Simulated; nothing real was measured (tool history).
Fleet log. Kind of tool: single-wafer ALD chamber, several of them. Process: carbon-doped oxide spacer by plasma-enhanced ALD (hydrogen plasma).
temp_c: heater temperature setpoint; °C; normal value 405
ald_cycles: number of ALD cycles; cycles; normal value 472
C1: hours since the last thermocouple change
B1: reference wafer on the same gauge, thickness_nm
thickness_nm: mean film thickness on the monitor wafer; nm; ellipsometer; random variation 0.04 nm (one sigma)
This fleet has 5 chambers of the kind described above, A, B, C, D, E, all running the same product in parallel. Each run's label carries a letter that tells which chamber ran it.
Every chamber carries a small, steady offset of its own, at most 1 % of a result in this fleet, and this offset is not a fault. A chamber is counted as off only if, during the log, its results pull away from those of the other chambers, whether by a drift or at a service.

{"run": "1A", "hour": 7.9, "temp_c": 405, "ald_cycles": 472, "C1": 743.2, "B1": 18.713, "thickness_nm": 23.076}
{"run": "2B", "hour": 16.5, "temp_c": 405, "ald_cycles": 472, "C1": 832.0, "B1": 18.704, "thickness_nm": 23.256}
{"run": "3E", "hour": 22.1, "temp_c": 405, "ald_cycles": 472, "C1": 632.8, "B1": 18.725, "thickness_nm": 23.179}
{"run": "4C", "hour": 26.5, "temp_c": 405, "ald_cycles": 472, "C1": 1703.8, "B1": 18.711, "thickness_nm": 23.436}
{"run": "5D", "hour": 34.0, "temp_c": 405, "ald_cycles": 472, "C1": 380.2, "B1": 18.721, "thickness_nm": 23.255}
{"run": "6E", "hour": 40.2, "temp_c": 405, "ald_cycles": 472, "C1": 650.9, "B1": 18.723, "thickness_nm": 23.14}
{"run": "7C", "hour": 49.0, "temp_c": 405, "ald_cycles": 472, "C1": 1726.3, "B1": 18.737, "thickness_nm": 23.431}
{"run": "8A", "hour": 53.2, "temp_c": 405, "ald_cycles": 472, "C1": 788.5, "B1": 18.738, "thickness_nm": 23.13}
{"run": "9D", "hour": 59.0, "temp_c": 405, "ald_cycles": 472, "C1": 405.2, "B1": 18.737, "thickness_nm": 23.24}
{"run": "10B", "hour": 66.7, "temp_c": 419, "ald_cycles": 503, "C1": 882.2, "B1": 18.736, "thickness_nm": 23.721}
{"run": "11C", "hour": 71.7, "temp_c": 419, "ald_cycles": 503, "C1": 1749.0, "B1": 18.735, "thickness_nm": 24.044}
{"run": "12E", "hour": 76.7, "temp_c": 419, "ald_cycles": 503, "C1": 687.4, "B1": 18.741, "thickness_nm": 23.635}
{"run": "13A", "hour": 83.3, "temp_c": 419, "ald_cycles": 503, "C1": 818.6, "B1": 18.747, "thickness_nm": 23.634}
{"run": "14D", "hour": 88.5, "temp_c": 419, "ald_cycles": 503, "C1": 434.7, "B1": 18.751, "thickness_nm": 23.718}
{"run": "15B", "hour": 96.6, "temp_c": 405, "ald_cycles": 472, "C1": 912.1, "B1": 18.756, "thickness_nm": 23.356}
{"run": "16B", "hour": 105.2, "temp_c": 405, "ald_cycles": 472, "C1": 920.7, "B1": 18.756, "thickness_nm": 23.345}
{"run": "17C", "hour": 110.8, "temp_c": 405, "ald_cycles": 472, "C1": 1788.1, "B1": 18.758, "thickness_nm": 23.634}
{"run": "18D", "hour": 116.6, "temp_c": 405, "ald_cycles": 472, "C1": 462.8, "B1": 18.766, "thickness_nm": 23.308}
{"run": "19E", "hour": 120.6, "temp_c": 405, "ald_cycles": 472, "C1": 731.3, "B1": 18.763, "thickness_nm": 23.184}
{"run": "20A", "hour": 127.5, "temp_c": 400, "ald_cycles": 414, "C1": 862.8, "B1": 18.774, "thickness_nm": 20.627}
{"run": "21C", "hour": 135.2, "temp_c": 400, "ald_cycles": 414, "C1": 1812.5, "B1": 18.768, "thickness_nm": 20.981}
{"run": "22B", "hour": 139.6, "temp_c": 400, "ald_cycles": 414, "C1": 955.1, "B1": 18.781, "thickness_nm": 20.781}
{"run": "23A", "hour": 145.2, "temp_c": 400, "ald_cycles": 414, "C1": 880.5, "B1": 18.782, "thickness_nm": 20.649}
{"run": "24E", "hour": 152.1, "temp_c": 400, "ald_cycles": 414, "C1": 762.8, "B1": 18.783, "thickness_nm": 20.691}
{"run": "25D", "hour": 157.3, "temp_c": 405, "ald_cycles": 472, "C1": 503.5, "B1": 18.791, "thickness_nm": 23.372}
{"run": "26E", "hour": 162.3, "temp_c": 405, "ald_cycles": 472, "C1": 773.0, "B1": 18.798, "thickness_nm": 23.206}
{"run": "27D", "hour": 167.0, "temp_c": 405, "ald_cycles": 472, "C1": 513.2, "B1": 18.791, "thickness_nm": 23.426}
{"run": "28C", "hour": 171.6, "temp_c": 405, "ald_cycles": 472, "C1": 1848.9, "B1": 18.797, "thickness_nm": 23.604}
{"run": "29B", "hour": 176.2, "temp_c": 405, "ald_cycles": 472, "C1": 991.7, "B1": 18.801, "thickness_nm": 23.425}
{"run": "30A", "hour": 180.2, "temp_c": 405, "ald_cycles": 472, "C1": 915.5, "B1": 18.809, "thickness_nm": 23.171}
{"run": "31B", "hour": 186.4, "temp_c": 405, "ald_cycles": 472, "C1": 1001.9, "B1": 18.807, "thickness_nm": 23.342}
{"run": "32C", "hour": 194.4, "temp_c": 405, "ald_cycles": 472, "C1": 1871.7, "B1": 18.803, "thickness_nm": 23.688}
{"run": "33D", "hour": 202.3, "temp_c": 405, "ald_cycles": 472, "C1": 548.5, "B1": 18.812, "thickness_nm": 23.394}
{"run": "34E", "hour": 209.2, "temp_c": 405, "ald_cycles": 472, "C1": 819.9, "B1": 18.825, "thickness_nm": 23.207}
{"run": "35A", "hour": 218.5, "temp_c": 418, "ald_cycles": 398, "C1": 953.8, "B1": 18.822, "thickness_nm": 18.819}
{"run": "36B", "hour": 222.5, "temp_c": 418, "ald_cycles": 398, "C1": 1038.0, "B1": 18.825, "thickness_nm": 18.974}
{"run": "37A", "hour": 227.9, "temp_c": 418, "ald_cycles": 398, "C1": 963.2, "B1": 18.835, "thickness_nm": 18.826}

Next, every chamber runs the same settings. What will each give?
{"run": "38A", "hour": 234.5, "temp_c": 405, "ald_cycles": 525, "thickness_nm": "?"}
{"run": "38B", "hour": 234.5, "temp_c": 405, "ald_cycles": 525, "thickness_nm": "?"}
{"run": "38C", "hour": 234.5, "temp_c": 405, "ald_cycles": 525, "thickness_nm": "?"}
{"run": "38D", "hour": 234.5, "temp_c": 405, "ald_cycles": 525, "thickness_nm": "?"}
{"run": "38E", "hour": 234.5, "temp_c": 405, "ald_cycles": 525, "thickness_nm": "?"}

run=38A thickness_nm=25.911
run=38B thickness_nm=26.071
run=38C thickness_nm=26.271
run=38D thickness_nm=26.082
run=38E thickness_nm=25.899
